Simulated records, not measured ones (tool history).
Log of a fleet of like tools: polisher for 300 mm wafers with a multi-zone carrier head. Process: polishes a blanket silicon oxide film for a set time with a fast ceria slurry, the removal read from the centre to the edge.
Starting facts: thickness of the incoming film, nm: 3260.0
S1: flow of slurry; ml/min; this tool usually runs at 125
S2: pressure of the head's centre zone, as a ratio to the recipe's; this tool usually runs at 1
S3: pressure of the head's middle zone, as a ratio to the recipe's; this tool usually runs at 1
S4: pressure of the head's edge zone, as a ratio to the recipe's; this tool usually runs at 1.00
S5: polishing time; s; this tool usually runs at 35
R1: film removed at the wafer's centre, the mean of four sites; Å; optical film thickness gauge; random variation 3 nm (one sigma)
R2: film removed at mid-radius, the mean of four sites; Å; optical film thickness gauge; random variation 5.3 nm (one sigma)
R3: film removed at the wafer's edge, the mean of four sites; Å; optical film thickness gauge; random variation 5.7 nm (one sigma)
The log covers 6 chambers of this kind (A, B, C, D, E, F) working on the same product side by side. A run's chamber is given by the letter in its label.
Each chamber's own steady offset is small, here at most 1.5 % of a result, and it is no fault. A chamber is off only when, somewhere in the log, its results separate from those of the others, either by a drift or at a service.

run	day	S1	S2	S3	S4	S5	R1	R2	R3
1F	0.183	125	1	1	1.00	35	4125.4	4134.7	4049.0
# day 0.212: chamber C: slurry nozzle cleaned
2E	0.512	125	1	1	1.00	35	4087.5	4123.5	4191.3
# day 0.638: chamber C: worn pad replaced by a new one
# day 0.679: chamber F: worn pad replaced by a new one
3B	0.721	125	1	1	1.00	35	4197.3	4133.4	4148.0
# day 0.754: chamber B: slurry nozzle cleaned
# day 0.754: chamber E: worn pad replaced by a new one
4C	0.912	125	1	1	1.00	35	4170.9	4070.0	4120.3
# day 0.958: chamber A: edge zone pressure recalibrated
# day 1.033: chamber A: slurry nozzle cleaned
# day 1.175: chamber A: worn pad replaced by a new one
5A	1.292	125	1	1	1.00	35	4126.1	4189.0	4072.5
# day 1.638: chamber B: worn pad replaced by a new one
6D	1.675	125	1	1	1.04	27	3146.6	3195.4	3204.8
7D	1.983	125	1	1	1.04	27	3164.9	3215.4	3247.7
8B	2.371	125	1	1	1.04	27	3175.9	3154.1	3222.0
9E	2.562	125	1	1	1.04	27	3134.3	3199.6	3162.0
# day 2.625: chamber E: worn pad replaced by a new one
# day 2.667: chamber F: worn pad replaced by a new one
10C	2.742	125	1	1	1.04	27	3210.2	3184.3	3233.2
# day 2.975: chamber D: worn pad replaced by a new one
11F	3.142	125	1	1	1.04	27	3183.5	3233.0	3221.6
12A	3.467	155	1	1	1.00	35	4288.5	4327.1	4123.7
# day 3.500: chamber C: worn pad replaced by a new one
13A	3.812	155	1	1	1.00	35	4306.1	4240.3	4259.9
14B	4.125	155	1	1	1.00	35	4376.0	4354.9	4370.2
15C	4.417	155	1	1	1.00	35	4307.5	4242.5	4253.6
# day 4.467: chamber E: worn pad replaced by a new one
16E	4.600	155	1	1	1.00	35	4262.8	4266.8	4292.2
# day 4.704: chamber B: worn pad replaced by a new one
# day 4.779: chamber A: worn pad replaced by a new one
17F	4.804	155	1	1	1.00	35	4327.0	4252.7	4206.3
# day 4.921: chamber C: centre zone pressure recalibrated
# day 4.983: chamber F: worn pad replaced by a new one
18D	5.050	125	1	1	1.00	35	4105.8	4092.0	4187.5
19F	5.408	125	1	1	1.00	35	4100.1	4084.3	4166.5
20B	5.758	125	1	1	1.00	35	4136.4	4126.0	4159.2
# day 5.900: chamber F: edge zone pressure recalibrated
21C	5.996	125	1	1	1.00	35	4297.3	4081.7	4166.6
22D	6.233	125	1	1	1.00	35	4084.0	4082.2	4086.9
# day 6.250: chamber E: worn pad replaced by a new one
# day 6.267: chamber D: worn pad replaced by a new one
23A	6.504	125	1	1	1.00	35	4110.9	4168.7	4183.8
# day 6.625: chamber C: worn pad replaced by a new one
24E	6.729	125	1	1	1.00	35	4051.4	4157.4	4255.0
25B	6.912	125	1	1	1.00	35	4170.9	4110.4	4109.4
# day 7.092: chamber F: worn pad replaced by a new one
26C	7.204	125	1	1	1.00	35	4355.7	3987.8	4132.4
27F	7.446	125	1	1	1.00	35	4174.2	4134.9	4106.5
# day 7.496: chamber B: worn pad replaced by a new one
28A	7.742	125	1	1	1.00	35	4135.2	4111.9	4186.2
# day 7.767: chamber A: worn pad replaced by a new one
29E	8.083	125	1	1	1.00	35	4047.4	4126.3	4061.4
# day 8.367: chamber E: worn pad replaced by a new one
30D	8.400	125	1	1	1.00	35	4136.1	4070.2	4048.7
31C	8.679	125	1	1	1.00	35	4365.5	4053.3	4186.8
# day 9.038: chamber F: worn pad replaced by a new one
32F	9.071	125	1	1	1.00	35	4117.3	4182.5	4076.2
# day 9.417: chamber D: worn pad replaced by a new one
33D	9.421	125	1	1	1.00	35	4139.7	4146.1	4239.5
34A	9.758	125	1	1	1.00	35	4123.6	4095.3	4109.0
35B	9.979	125	1	1	1.00	35	4132.2	4118.0	4121.8
36E	10.354	125	1	1	1.00	35	4074.3	4099.3	4102.6

Decide between three cases: one chamber stands off from its peers, the gauge reading all wafers drifts, or nothing is wrong past each chamber's small offset. Where a chamber is off, say which and what most likely put it there.

Chamber C has stood off from the others ever since a service on it.
Cause: centre zone's pressure above its setpoint, % = 3.56.

Chamber C could run next with any of the 4 candidate recipes listed below; each alters the usual settings, and their results appear as question marks. Which one brings its results back in line with what the other chambers deliver on the usual settings?
Maximum distance from the other chambers' mean on the usual settings for a result to count as in line: R1 100.0 Å; R2 180.0 Å; R3 200.0 Å
37C-1	10.650	120	0.93	1.02	1.02	35	?	?	?
37C-2	10.650	130	1.04	0.99	0.99	35	?	?	?
37C-3	10.650	130	1.07	0.98	0.98	35	?	?	?
37C-4	10.650	120	0.96	1.01	1.01	35	?	?	?

The mean the other chambers reach with the usual settings: R1 4102.8 Å; R2 4122.6 Å; R3 4124.4 Å
run	R1	R2	R3
37C-1	3929.9	4167.4	4157.1
37C-2	4530.8	4127.9	4145.5
37C-3	4672.1	4089.5	4123.8
37C-4	4068.4	4129.6	4135.8
37C-4 brings the chamber back in line.
